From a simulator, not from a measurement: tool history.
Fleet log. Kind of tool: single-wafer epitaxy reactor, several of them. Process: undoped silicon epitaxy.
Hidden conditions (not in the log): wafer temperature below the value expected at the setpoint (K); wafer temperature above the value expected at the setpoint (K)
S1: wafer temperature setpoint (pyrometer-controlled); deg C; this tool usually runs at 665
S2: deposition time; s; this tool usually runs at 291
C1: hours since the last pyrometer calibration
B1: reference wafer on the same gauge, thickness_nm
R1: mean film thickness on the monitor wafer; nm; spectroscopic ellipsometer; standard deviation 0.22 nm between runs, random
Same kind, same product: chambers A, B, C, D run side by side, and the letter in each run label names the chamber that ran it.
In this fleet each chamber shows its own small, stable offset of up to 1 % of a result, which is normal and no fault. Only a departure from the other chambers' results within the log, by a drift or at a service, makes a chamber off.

run	hour	S1	S2	C1	B1	R1
1C	3.4	665	291	762.6	56.491	67.251
2D	7.7	665	291	1106.0	56.447	67.890
3A	11.3	665	291	742.3	56.545	67.071
4B	13.2	665	291	1390.3	56.523	67.910
5D	17.3	665	291	1115.6	56.461	67.652
6B	20.0	657	337	1397.1	56.522	66.005
7C	23.7	657	337	782.9	56.498	65.396
8A	26.9	657	337	757.9	56.457	65.898
9D	31.1	657	337	1129.4	56.484	66.644
10C	34.4	665	252	793.6	56.519	58.107
11A	37.8	665	252	768.8	56.485	58.406
12B	40.5	665	252	1417.6	56.544	58.405
13C	43.8	665	252	803.0	56.536	58.295
14B	46.1	665	291	1423.2	56.522	67.811
15A	50.1	665	291	781.1	56.496	67.083
16D	52.7	665	291	1151.0	56.480	67.572
# hour 56.1: chamber B: pyrometer calibrated
17C	56.8	665	291	816.0	56.519	67.170
18B	59.2	671	315	3.2	56.505	80.813
19A	62.4	671	315	793.4	56.447	82.377
20D	66.6	671	315	1164.9	56.528	83.595
21C	69.5	671	315	828.7	56.491	82.586
22D	73.1	665	291	1171.4	56.506	67.828
23B	77.0	665	291	21.0	56.514	65.491
24A	80.0	665	291	811.0	56.525	67.048
25B	82.9	665	291	26.9	56.432	65.653
26A	85.4	665	291	816.4	56.494	67.243
27C	88.6	665	291	847.8	56.474	67.315
28D	90.8	665	291	1189.1	56.497	68.107
29C	92.6	665	291	851.8	56.514	67.356
30B	95.0	665	291	39.0	56.542	65.765
31D	98.1	665	291	1196.4	56.463	67.899
32A	101.8	665	291	832.8	56.493	67.816
33B	105.9	665	291	49.9	56.493	65.150
34C	108.0	665	291	867.2	56.525	66.874

Is one chamber out of step, is the gauge drifting, or do the chambers differ by no more than their own small offsets? For an off chamber, give its letter and the likeliest cause.

The work done on chamber B during a service left it standing apart from the others.
Cause: wafer temperature below the value expected at the setpoint (K) = 1.45.

Here are 4 candidates for chamber B's next run, each the usual settings with a change, their results left as question marks. Which one brings its results back in line with what the others give on the usual settings?
Allowed miss from the other chambers' usual-settings mean, per result, to count as in line: R1 0.780 nm
35B-1	111.1	665	283			?
35B-2	111.1	665	289			?
35B-3	111.1	665	292			?
35B-4	111.1	666	293			?

The mean the other chambers reach with the usual settings: R1 67.484 nm
run	R1
35B-1	63.827
35B-2	65.181
35B-3	65.857
35B-4	67.516
35B-4 puts the chamber back in line with the other chambers.

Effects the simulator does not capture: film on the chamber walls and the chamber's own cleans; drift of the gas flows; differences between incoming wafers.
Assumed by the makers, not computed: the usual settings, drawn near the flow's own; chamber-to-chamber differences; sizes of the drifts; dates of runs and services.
